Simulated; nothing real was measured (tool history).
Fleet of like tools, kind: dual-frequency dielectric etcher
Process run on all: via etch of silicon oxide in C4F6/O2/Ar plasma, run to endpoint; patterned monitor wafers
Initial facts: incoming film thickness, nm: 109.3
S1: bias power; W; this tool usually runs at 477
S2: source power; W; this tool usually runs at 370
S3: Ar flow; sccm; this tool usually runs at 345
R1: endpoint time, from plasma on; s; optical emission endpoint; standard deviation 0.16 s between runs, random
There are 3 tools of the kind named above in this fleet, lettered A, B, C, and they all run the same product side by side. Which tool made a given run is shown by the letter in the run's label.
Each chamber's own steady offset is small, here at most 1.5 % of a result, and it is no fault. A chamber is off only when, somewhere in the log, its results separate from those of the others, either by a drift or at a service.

| run | day | S1 | S2 | S3 | R1 |
|---|---|---|---|---|---|
| 1B | 0.342 | 477 | 370 | 345 | 25.763 |
| 2C | 0.65 | 477 | 370 | 345 | 25.531 |
| 3A | 0.975 | 477 | 370 | 345 | 25.878 |
| 4C | 1.488 | 477 | 370 | 345 | 25.703 |
| 5A | 1.875 | 477 | 370 | 345 | 25.968 |
| 6B | 2.396 | 477 | 370 | 345 | 25.93 |
| 7A | 2.838 | 477 | 370 | 345 | 25.977 |
| 8C | 3.342 | 477 | 370 | 345 | 25.561 |
| 9B | 3.85 | 519 | 370 | 373 | 25.414 |
| 10A | 4.308 | 519 | 370 | 373 | 25.843 |
| 11C | 4.729 | 519 | 370 | 373 | 25.199 |
| 12B | 5.067 | 477 | 370 | 345 | 26.007 |
| 13C | 5.558 | 477 | 370 | 345 | 25.476 |
| 14A | 6.042 | 477 | 370 | 345 | 25.723 |
|  | 6.358 | chamber A: wet clean of the chamber |
| 15B | 6.425 | 477 | 370 | 345 | 25.451 |
| 16C | 6.746 | 477 | 370 | 345 | 25.618 |
| 17A | 7 | 436 | 370 | 379 | 27.346 |
| 18B | 7.504 | 436 | 370 | 379 | 26.844 |
| 19B | 7.767 | 436 | 370 | 379 | 26.934 |
| 20C | 8.142 | 477 | 370 | 345 | 25.829 |
| 21A | 8.642 | 477 | 320 | 285 | 27.182 |
| 22B | 9.1 | 477 | 320 | 285 | 26.783 |
|  | 9.371 | chamber C: wet clean of the chamber |
| 23A | 9.592 | 477 | 320 | 285 | 26.965 |
| 24C | 9.929 | 477 | 370 | 291 | 25.087 |
| 25C | 10.412 | 477 | 370 | 291 | 25.149 |
| 26B | 10.788 | 477 | 370 | 291 | 25.15 |
| 27A | 11.162 | 477 | 370 | 345 | 26.023 |
| 28C | 11.588 | 477 | 370 | 345 | 25.655 |
| 29B | 12.112 | 477 | 300 | 283 | 27.042 |
| 30A | 12.446 | 477 | 300 | 283 | 27.458 |
| 31C | 12.733 | 477 | 300 | 283 | 26.836 |

Which is it: a chamber that has drifted or been left off by a service, a gauge drift common to all chambers, or only each chamber's usual small offset? If a chamber is off, name it and its likeliest cause.

No chamber stands off beyond its own small offset, and the gauge holds steady.
